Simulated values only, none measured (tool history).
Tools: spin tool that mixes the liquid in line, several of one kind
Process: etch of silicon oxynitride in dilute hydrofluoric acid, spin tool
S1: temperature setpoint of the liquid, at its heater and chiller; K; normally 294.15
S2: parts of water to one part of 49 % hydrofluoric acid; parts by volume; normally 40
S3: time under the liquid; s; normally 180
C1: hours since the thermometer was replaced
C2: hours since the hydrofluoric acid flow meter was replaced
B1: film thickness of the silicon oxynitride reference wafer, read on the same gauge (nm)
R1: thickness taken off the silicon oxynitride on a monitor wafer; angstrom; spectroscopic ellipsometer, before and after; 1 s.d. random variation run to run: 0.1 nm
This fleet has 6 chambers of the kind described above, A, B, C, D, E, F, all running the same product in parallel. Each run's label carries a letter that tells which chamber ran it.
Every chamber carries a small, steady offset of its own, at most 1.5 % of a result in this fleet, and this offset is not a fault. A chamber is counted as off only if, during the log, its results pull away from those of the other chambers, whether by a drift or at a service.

{"run": "1F", "hour": 3.0, "S1": 294.15, "S2": 40, "S3": 180, "C1": 731.4, "C2": 376.5, "B1": 39.979, "R1": 102.61}
{"run": "2B", "hour": 5.5, "S1": 294.15, "S2": 40, "S3": 180, "C1": 866.8, "C2": 282.9, "B1": 39.988, "R1": 101.69}
{"run": "3E", "hour": 8.9, "S1": 294.15, "S2": 40, "S3": 180, "C1": 126.1, "C2": 1790.7, "B1": 40.0, "R1": 101.19}
{"run": "4A", "hour": 12.2, "S1": 294.15, "S2": 40, "S3": 180, "C1": 1677.1, "C2": 400.6, "B1": 39.996, "R1": 101.81}
{"run": "5D", "hour": 14.5, "S1": 294.15, "S2": 40, "S3": 180, "C1": 510.2, "C2": 607.4, "B1": 40.021, "R1": 102.88}
{"run": "6C", "hour": 16.5, "S1": 294.15, "S2": 40, "S3": 180, "C1": 626.6, "C2": 156.6, "B1": 39.987, "R1": 103.17}
{"run": "7E", "hour": 19.3, "S1": 294.15, "S2": 40, "S3": 180, "C1": 136.5, "C2": 1801.1, "B1": 40.012, "R1": 103.51}
{"run": "8F", "hour": 21.9, "S1": 294.15, "S2": 40, "S3": 180, "C1": 750.3, "C2": 395.4, "B1": 40.018, "R1": 100.98}
{"run": "9A", "hour": 25.7, "S1": 294.15, "S2": 40, "S3": 180, "C1": 1690.6, "C2": 414.1, "B1": 40.02, "R1": 102.04}
{"run": "10B", "hour": 28.8, "S1": 294.15, "S2": 40, "S3": 180, "C1": 890.1, "C2": 306.2, "B1": 39.99, "R1": 100.25}
{"run": "11D", "hour": 30.8, "S1": 294.15, "S2": 40, "S3": 180, "C1": 526.5, "C2": 623.7, "B1": 39.988, "R1": 103.29}
{"run": "12C", "hour": 35.3, "S1": 294.15, "S2": 40, "S3": 180, "C1": 645.4, "C2": 175.4, "B1": 39.992, "R1": 101.49}
{"run": "13C", "hour": 38.0, "S1": 294.15, "S2": 40, "S3": 180, "C1": 648.1, "C2": 178.1, "B1": 40.015, "R1": 101.87}
{"run": "14A", "hour": 41.6, "S1": 294.15, "S2": 40, "S3": 180, "C1": 1706.5, "C2": 430.0, "B1": 40.004, "R1": 101.93}
{"run": "15F", "hour": 43.9, "S1": 294.15, "S2": 40, "S3": 180, "C1": 772.3, "C2": 417.4, "B1": 39.965, "R1": 104.32}
{"run": "16D", "hour": 47.0, "S1": 294.15, "S2": 40, "S3": 180, "C1": 542.7, "C2": 639.9, "B1": 40.0, "R1": 102.86}
{"hour": 48.9, "done": "chamber E: hydrofluoric acid flow meter replaced"}
{"run": "17B", "hour": 49.1, "S1": 290.15, "S2": 40, "S3": 75, "C1": 910.4, "C2": 326.5, "B1": 40.022, "R1": 34.127}
{"run": "18E", "hour": 53.3, "S1": 290.15, "S2": 40, "S3": 75, "C1": 170.5, "C2": 4.5, "B1": 39.964, "R1": 34.596}
{"run": "19F", "hour": 57.2, "S1": 290.15, "S2": 40, "S3": 75, "C1": 785.6, "C2": 430.7, "B1": 40.008, "R1": 34.843}
{"run": "20E", "hour": 61.1, "S1": 290.15, "S2": 40, "S3": 75, "C1": 178.3, "C2": 12.3, "B1": 40.013, "R1": 34.463}
{"run": "21A", "hour": 64.0, "S1": 290.15, "S2": 40, "S3": 75, "C1": 1728.9, "C2": 452.4, "B1": 39.985, "R1": 34.452}
{"run": "22B", "hour": 67.6, "S1": 290.15, "S2": 40, "S3": 75, "C1": 928.9, "C2": 345.0, "B1": 39.973, "R1": 35.098}
{"run": "23D", "hour": 71.6, "S1": 294.15, "S2": 40, "S3": 180, "C1": 567.3, "C2": 664.5, "B1": 40.011, "R1": 102.95}
{"run": "24C", "hour": 76.0, "S1": 294.15, "S2": 40, "S3": 180, "C1": 686.1, "C2": 216.1, "B1": 39.969, "R1": 96.755}
{"run": "25E", "hour": 79.2, "S1": 294.15, "S2": 40, "S3": 180, "C1": 196.4, "C2": 30.4, "B1": 40.017, "R1": 101.61}
{"run": "26F", "hour": 82.0, "S1": 294.15, "S2": 40, "S3": 180, "C1": 810.4, "C2": 455.5, "B1": 39.981, "R1": 104.26}
{"run": "27B", "hour": 86.6, "S1": 294.15, "S2": 40, "S3": 180, "C1": 947.9, "C2": 364.0, "B1": 39.996, "R1": 102.84}
{"run": "28A", "hour": 90.0, "S1": 294.15, "S2": 40, "S3": 180, "C1": 1754.9, "C2": 478.4, "B1": 40.005, "R1": 101.69}
{"run": "29C", "hour": 93.3, "S1": 294.15, "S2": 40, "S3": 180, "C1": 703.4, "C2": 233.4, "B1": 39.994, "R1": 96.258}
{"run": "30D", "hour": 95.9, "S1": 294.15, "S2": 40, "S3": 180, "C1": 591.6, "C2": 688.8, "B1": 39.997, "R1": 102.25}
{"run": "31B", "hour": 98.4, "S1": 294.15, "S2": 40, "S3": 180, "C1": 959.7, "C2": 375.8, "B1": 39.976, "R1": 100.11}
{"run": "32D", "hour": 101.4, "S1": 294.15, "S2": 40, "S3": 180, "C1": 597.1, "C2": 694.3, "B1": 40.013, "R1": 101.58}
{"run": "33C", "hour": 104.0, "S1": 294.15, "S2": 40, "S3": 180, "C1": 714.1, "C2": 244.1, "B1": 39.99, "R1": 94.018}
{"run": "34F", "hour": 106.2, "S1": 294.15, "S2": 50, "S3": 180, "C1": 834.6, "C2": 479.7, "B1": 39.974, "R1": 81.27}
{"run": "35E", "hour": 108.3, "S1": 294.15, "S2": 50, "S3": 180, "C1": 225.5, "C2": 59.5, "B1": 40.001, "R1": 80.707}
{"run": "36A", "hour": 112.7, "S1": 294.15, "S2": 50, "S3": 180, "C1": 1777.6, "C2": 501.1, "B1": 40.007, "R1": 81.529}
{"run": "37A", "hour": 115.3, "S1": 294.15, "S2": 50, "S3": 180, "C1": 1780.2, "C2": 503.7, "B1": 40.024, "R1": 81.242}
{"run": "38F", "hour": 119.9, "S1": 294.15, "S2": 50, "S3": 180, "C1": 848.3, "C2": 493.4, "B1": 39.996, "R1": 81.959}
{"run": "39D", "hour": 123.6, "S1": 294.15, "S2": 50, "S3": 180, "C1": 619.3, "C2": 716.5, "B1": 40.019, "R1": 81.316}
{"run": "40B", "hour": 127.7, "S1": 294.15, "S2": 40, "S3": 180, "C1": 989.0, "C2": 405.1, "B1": 40.0, "R1": 102.29}
{"run": "41E", "hour": 131.6, "S1": 294.15, "S2": 35, "S3": 180, "C1": 248.8, "C2": 82.8, "B1": 39.999, "R1": 116.61}
{"run": "42C", "hour": 135.3, "S1": 294.15, "S2": 35, "S3": 180, "C1": 745.4, "C2": 275.4, "B1": 39.999, "R1": 103.29}

One chamber off, gauge drift, or nothing amiss beyond the chambers' own small offsets? If it is a chamber, which one, and what is the likeliest cause?

Chamber C drifts away from the others.
Cause: liquid colder than its thermometer reads (K) = 2.55.
It could be hard to tell apart here from: hydrofluoric acid flow below the setpoint (%).

Here are 4 candidates for chamber C's next run, each the usual settings with a change, their results left as question marks. Which one brings its results back in line with what the others give on the usual settings?
In-line tolerance around the mean of the other chambers on the usual settings: R1 3.500 angstrom
{"run": "43C-1", "hour": 138.6, "S1": 294.15, "S2": 40, "S3": 205, "R1": "?"}
{"run": "43C-2", "hour": 138.6, "S1": 293.15, "S2": 40, "S3": 180, "R1": "?"}
{"run": "43C-3", "hour": 138.6, "S1": 294.15, "S2": 40, "S3": 190, "R1": "?"}
{"run": "43C-4", "hour": 138.6, "S1": 293.65, "S2": 40, "S3": 160, "R1": "?"}

On the usual settings, the other chambers give on average: R1 102.280 angstrom
run=43C-1 R1=101.360
run=43C-2 R1=84.581
run=43C-3 R1=93.940
run=43C-4 R1=77.144
It is 43C-1 that realigns the chamber with its peers.

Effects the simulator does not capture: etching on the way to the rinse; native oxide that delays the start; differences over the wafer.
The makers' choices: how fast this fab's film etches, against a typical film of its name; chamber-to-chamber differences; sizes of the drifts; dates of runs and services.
